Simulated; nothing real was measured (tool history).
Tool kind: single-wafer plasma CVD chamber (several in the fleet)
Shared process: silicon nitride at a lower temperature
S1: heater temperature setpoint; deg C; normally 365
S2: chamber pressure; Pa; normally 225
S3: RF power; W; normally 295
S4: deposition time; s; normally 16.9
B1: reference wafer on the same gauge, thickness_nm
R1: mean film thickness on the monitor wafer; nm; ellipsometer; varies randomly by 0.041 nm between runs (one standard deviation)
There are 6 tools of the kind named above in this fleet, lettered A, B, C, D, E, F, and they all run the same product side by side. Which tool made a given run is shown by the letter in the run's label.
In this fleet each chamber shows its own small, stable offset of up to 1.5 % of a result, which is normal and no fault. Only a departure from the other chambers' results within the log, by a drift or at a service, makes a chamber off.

run	hour	S1	S2	S3	S4	B1	R1
1F	4.9	365	225	295	16.9	23.491	19.984
2C	7.6	365	225	295	16.9	23.505	19.755
3E	12.4	365	225	295	16.9	23.497	19.653
4B	15.6	365	225	295	16.9	23.506	19.894
5D	18.8	365	225	295	14.9	23.489	17.561
# hour 24.1: chamber E: RF generator calibrated
6A	24.4	365	225	295	14.9	23.511	17.747
7C	28.9	365	225	295	14.9	23.511	17.466
8A	34.5	365	225	295	14.9	23.504	17.679
9B	39.0	365	225	295	14.9	23.508	17.535
10E	41.9	365	225	295	14.9	23.503	17.335
11F	47.6	365	225	295	16.9	23.490	19.920
12D	50.6	365	225	295	19.7	23.500	23.161
13D	53.2	365	225	295	19.7	23.500	23.147
14F	57.9	365	225	295	19.7	23.500	23.299
15A	60.7	365	225	295	19.7	23.507	23.363
16E	65.3	365	225	295	19.7	23.502	22.767
17C	70.0	365	225	295	19.7	23.506	23.046
18B	73.1	365	225	295	16.9	23.498	19.976
19F	76.4	365	225	295	16.9	23.495	19.957
20E	81.7	365	225	295	16.9	23.497	19.620
21A	85.0	351	225	270	16.9	23.511	18.953
# hour 85.7: chamber C: capacitance manometer re-zeroed and calibrated
22C	87.7	351	225	270	16.9	23.494	18.657
23B	91.9	351	225	270	16.9	23.508	18.919
24D	95.1	351	225	270	16.9	23.499	18.806
25A	99.6	351	225	270	16.9	23.500	19.002
# hour 100.7: chamber C: thermocouple changed; heater temperature recalibrated
26B	104.5	351	225	270	16.9	23.499	19.019
27E	107.6	355	225	320	16.9	23.490	20.756
28C	112.4	355	225	320	16.9	23.510	20.995
29D	115.7	355	225	320	16.9	23.518	21.100
30F	120.1	355	225	320	16.9	23.493	21.143
31F	124.5	355	225	320	16.9	23.499	21.140
32E	129.0	355	225	320	16.9	23.507	20.757
33A	131.5	365	225	295	16.9	23.503	20.033
34D	134.1	365	225	295	16.9	23.503	19.895
35B	139.0	365	225	295	16.9	23.492	20.247
36C	142.0	365	225	295	16.9	23.502	19.678
# hour 144.1: chamber A: thermocouple changed; heater temperature recalibrated
37A	144.7	365	225	295	16.9	23.504	20.058
38C	149.2	365	225	295	16.9	23.497	19.745
39D	153.2	365	225	295	16.9	23.501	19.861
40B	158.6	365	225	295	16.9	23.501	20.308
41E	163.8	365	225	295	16.9	23.488	19.609
42F	169.5	365	225	295	16.9	23.503	19.964

Which is it: a chamber that has drifted or been left off by a service, a gauge drift common to all chambers, or only each chamber's usual small offset? If a chamber is off, name it and its likeliest cause.

It is chamber B that slowly wanders off from its peers.
Cause: true pressure above the setpoint (%) = 7.72.

Which of the 4 candidates below, each the usual settings with something changed and its results left as question marks, puts chamber B back in line with what the other chambers give on the usual settings?
In-line tolerance around the mean of the other chambers on the usual settings: R1 0.160 nm
43B-1	173.6	365	227	300	17.1		?
43B-2	173.6	365	225	290	16.7		?
43B-3	173.6	365	228	300	17.4		?
43B-4	173.6	365	223	290	16.4		?

Other chambers, usual settings, mean: R1 19.855 nm
run	R1
43B-1	20.813
43B-2	19.822
43B-3	21.211
43B-4	19.404
43B-2 puts the chamber back in line with the other chambers.
